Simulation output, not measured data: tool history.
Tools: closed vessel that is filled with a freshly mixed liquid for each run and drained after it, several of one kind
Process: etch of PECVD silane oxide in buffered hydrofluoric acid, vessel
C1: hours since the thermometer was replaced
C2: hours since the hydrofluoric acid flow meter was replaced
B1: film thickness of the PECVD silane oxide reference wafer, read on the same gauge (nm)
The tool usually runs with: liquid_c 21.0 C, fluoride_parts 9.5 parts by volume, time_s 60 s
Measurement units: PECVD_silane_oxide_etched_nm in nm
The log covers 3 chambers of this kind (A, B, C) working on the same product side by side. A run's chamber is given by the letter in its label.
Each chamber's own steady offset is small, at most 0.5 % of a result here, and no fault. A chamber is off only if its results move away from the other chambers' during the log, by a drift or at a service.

Run 1C, day 0.375: usual settings; C1 352.4; C2 403.6; B1 130.02. Result: PECVD_silane_oxide_etched_nm 180.67 nm.
Run 2B, day 0.833: usual settings; C1 253.5; C2 683.2; B1 130.02. Result: PECVD_silane_oxide_etched_nm 181.20 nm.
Run 3A, day 1.371: usual settings; C1 450.3; C2 677.9; B1 130.01. Result: PECVD_silane_oxide_etched_nm 179.43 nm.
Run 4C, day 1.679: usual settings; C1 383.7; C2 434.9; B1 130.00. Result: PECVD_silane_oxide_etched_nm 178.58 nm.
Run 5A, day 2.188: usual settings but fluoride_parts 7.0 parts by volume, time_s 85 s; C1 469.9; C2 697.5; B1 129.94. Result: PECVD_silane_oxide_etched_nm 344.34 nm.
Run 6B, day 2.483: usual settings but fluoride_parts 7.0 parts by volume, time_s 85 s; C1 293.1; C2 722.8; B1 130.00. Result: PECVD_silane_oxide_etched_nm 341.72 nm.
Run 7C, day 3.092: usual settings but fluoride_parts 7.0 parts by volume, time_s 85 s; C1 417.6; C2 468.8; B1 129.97. Result: PECVD_silane_oxide_etched_nm 346.62 nm.
Run 8B, day 3.450: usual settings but fluoride_parts 7.5 parts by volume, time_s 35 s; C1 316.3; C2 746.0; B1 129.98. Result: PECVD_silane_oxide_etched_nm 130.47 nm.
Run 9A, day 3.892: usual settings but fluoride_parts 7.5 parts by volume, time_s 35 s; C1 510.8; C2 738.4; B1 130.03. Result: PECVD_silane_oxide_etched_nm 133.60 nm.
Run 10C, day 4.392: usual settings but fluoride_parts 7.5 parts by volume, time_s 35 s; C1 448.8; C2 500.0; B1 129.97. Result: PECVD_silane_oxide_etched_nm 129.94 nm.
At day 4.779: chamber C: hydrofluoric acid flow meter replaced.
Run 11B, day 4.850: usual settings; C1 349.9; C2 779.6; B1 129.97. Result: PECVD_silane_oxide_etched_nm 181.45 nm.
Run 12A, day 5.475: usual settings; C1 548.8; C2 776.4; B1 129.99. Result: PECVD_silane_oxide_etched_nm 177.32 nm.
Run 13C, day 6.008: usual settings; C1 487.6; C2 29.6; B1 130.02. Result: PECVD_silane_oxide_etched_nm 170.86 nm.
Run 14A, day 6.467: usual settings but liquid_c 18.0 C, fluoride_parts 11.0 parts by volume; C1 572.6; C2 800.2; B1 130.04. Result: PECVD_silane_oxide_etched_nm 134.51 nm.
Run 15B, day 6.888: usual settings but liquid_c 18.0 C, fluoride_parts 11.0 parts by volume; C1 398.8; C2 828.5; B1 130.03. Result: PECVD_silane_oxide_etched_nm 133.04 nm.
Run 16A, day 7.308: usual settings but liquid_c 18.0 C, fluoride_parts 11.0 parts by volume; C1 592.8; C2 820.4; B1 130.01. Result: PECVD_silane_oxide_etched_nm 131.02 nm.
Run 17C, day 7.650: usual settings but liquid_c 19.5 C; C1 527.0; C2 69.0; B1 130.03. Result: PECVD_silane_oxide_etched_nm 153.52 nm.
Run 18B, day 8.046: usual settings but liquid_c 19.5 C; C1 426.6; C2 856.3; B1 129.98. Result: PECVD_silane_oxide_etched_nm 163.47 nm.
Run 19B, day 8.738: usual settings but liquid_c 19.5 C; C1 443.2; C2 872.9; B1 130.00. Result: PECVD_silane_oxide_etched_nm 166.50 nm.
Run 20A, day 9.121: usual settings; C1 636.3; C2 863.9; B1 130.05. Result: PECVD_silane_oxide_etched_nm 178.88 nm.

The same settings go to every chamber for the next run, one line per chamber below. Forecast the results for each:
Run 21A, day 9.612: usual settings but liquid_c 17.0 C. Result: PECVD_silane_oxide_etched_nm ?.
Run 21B, day 9.612: usual settings but liquid_c 17.0 C. Result: PECVD_silane_oxide_etched_nm ?.
Run 21C, day 9.612: usual settings but liquid_c 17.0 C. Result: PECVD_silane_oxide_etched_nm ?.

run  PECVD_silane_oxide_etched_nm
21A                        143.77
21B                        141.36
21C                        129.73

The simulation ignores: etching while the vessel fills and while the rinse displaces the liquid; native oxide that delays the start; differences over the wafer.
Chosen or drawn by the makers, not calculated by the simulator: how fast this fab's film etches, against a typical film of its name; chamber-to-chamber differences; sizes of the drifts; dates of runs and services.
